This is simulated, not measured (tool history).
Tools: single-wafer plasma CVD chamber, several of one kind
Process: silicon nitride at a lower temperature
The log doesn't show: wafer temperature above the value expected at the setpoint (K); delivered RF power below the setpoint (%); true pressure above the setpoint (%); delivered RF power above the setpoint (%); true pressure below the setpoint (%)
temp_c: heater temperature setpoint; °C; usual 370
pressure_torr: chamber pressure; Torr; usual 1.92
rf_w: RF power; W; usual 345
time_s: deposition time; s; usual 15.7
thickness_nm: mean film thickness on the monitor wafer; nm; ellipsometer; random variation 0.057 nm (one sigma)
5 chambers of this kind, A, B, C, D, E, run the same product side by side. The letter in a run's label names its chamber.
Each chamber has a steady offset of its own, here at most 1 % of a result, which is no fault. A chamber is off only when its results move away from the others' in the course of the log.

run	hour	temp_c	pressure_torr	rf_w	time_s	hours since the last thermocouple change	hours since the last RF generator calibration	hours since the last manometer calibration	read-back reference wafer on the same gauge, thickness_nm	thickness_nm
1E	7.2	370	1.92	345	15.7	1669.3	1529.4	1872	20.311	20.964
2A	15.6	370	1.92	345	15.7	1477.7	677.2	971.6	20.318	21.166
3B	24.7	370	1.92	345	15.7	1356.6	494.3	1585.5	20.302	21.04
4D	32.6	370	1.92	345	15.7	431.5	1623.6	637.1	20.3	21.252
5C	42.1	370	1.92	345	15.7	1052.5	496.4	1326.6	20.299	21.154
6D	48.9	370	1.92	345	15.7	447.8	1639.9	653.4	20.293	21.375
7E	58.3	370	1.92	345	15.7	1720.4	1580.5	1923.1	20.304	20.882
8A	64.1	370	1.92	345	15.7	1526.2	725.7	1020.1	20.299	21.266
# hour 65: chamber C: thermocouple changed; heater temperature recalibrated
9B	70.9	370	1.92	345	15.7	1402.8	540.5	1631.7	20.3	21.098
10C	76.2	370	1.92	345	15.7	11.2	530.5	1360.7	20.279	21.3
11B	82.8	370	1.92	345	15.7	1414.7	552.4	1643.6	20.289	20.881
12D	91.9	370	1.92	345	15.7	490.8	1682.9	696.4	20.295	21.364
13C	102.4	370	1.73	320	15.7	37.4	556.7	1386.9	20.299	19.644
14E	108.6	370	1.73	320	15.7	1770.7	1630.8	1973.4	20.303	19.386
15A	115.3	370	1.73	320	15.7	1577.4	776.9	1071.3	20.313	19.524
16D	123.9	370	1.73	320	15.7	522.8	1714.9	728.4	20.294	19.657
# hour 128.3: chamber E: RF generator calibrated
17C	132	370	1.73	320	15.7	67	586.3	1416.5	20.302	19.592
18E	143.8	370	1.92	345	15.7	1805.9	15.6	2008.6	20.289	20.976
19A	149.1	370	1.92	345	15.7	1611.2	810.7	1105.1	20.289	21.105
20B	157.9	370	1.92	345	15.7	1489.8	627.5	1718.7	20.288	20.788
21B	165.7	370	1.47	345	15.7	1497.6	635.3	1726.5	20.304	19.326
22E	173.2	370	1.47	345	15.7	1835.3	45	2038	20.292	19.452
23D	181.1	370	1.47	345	15.7	580	1772.1	785.6	20.295	19.771
24A	190.7	370	1.47	345	15.7	1652.8	852.3	1146.7	20.285	19.546
25C	197.7	370	1.47	345	15.7	132.7	652	1482.2	20.301	19.622
26D	207.2	370	1.92	345	15.7	606.1	1798.2	811.7	20.304	21.262
27B	213.7	370	1.92	345	15.7	1545.6	683.3	1774.5	20.301	20.663
28A	221	383	1.56	345	15.7	1683.1	882.6	1177	20.308	19.805
29E	230.4	383	1.56	345	15.7	1892.5	102.2	2095.2	20.314	19.553
30C	235.5	383	1.56	345	15.7	170.5	689.8	1520	20.292	19.907
31D	241.1	383	1.56	345	15.7	640	1832.1	845.6	20.296	19.942
# hour 242.7: chamber A: RF generator calibrated
32A	248.4	383	1.56	345	15.7	1710.5	5.8	1204.4	20.304	19.882

Is one chamber off against the others, does the gauge drift, or is nothing wrong? If a chamber is off, say which, and what the likeliest cause is.

Chamber B drifts away from the others.
Cause: delivered RF power below the setpoint (%) = 4.03.
The log may not tell that from: true pressure below the setpoint (%).

Here are 4 candidates for chamber B's next run, each the usual settings with a change, their results left as question marks. Which one brings its results back in line with what the others give on the usual settings?
In line means no further than this from the other chambers' mean on the usual settings: thickness_nm 0.2 nm
33B-1	256.8	370	1.91	345	15.6					?
33B-2	256.8	370	1.94	350	16					?
33B-3	256.8	370	1.9	345	15.2					?
33B-4	256.8	370	1.92	345	15.9					?

The other chambers' mean on the usual settings: thickness_nm 21.12 nm
run	thickness_nm
33B-1	20.285
33B-2	21.083
33B-3	19.739
33B-4	20.703
33B-2 brings the chamber back in line.
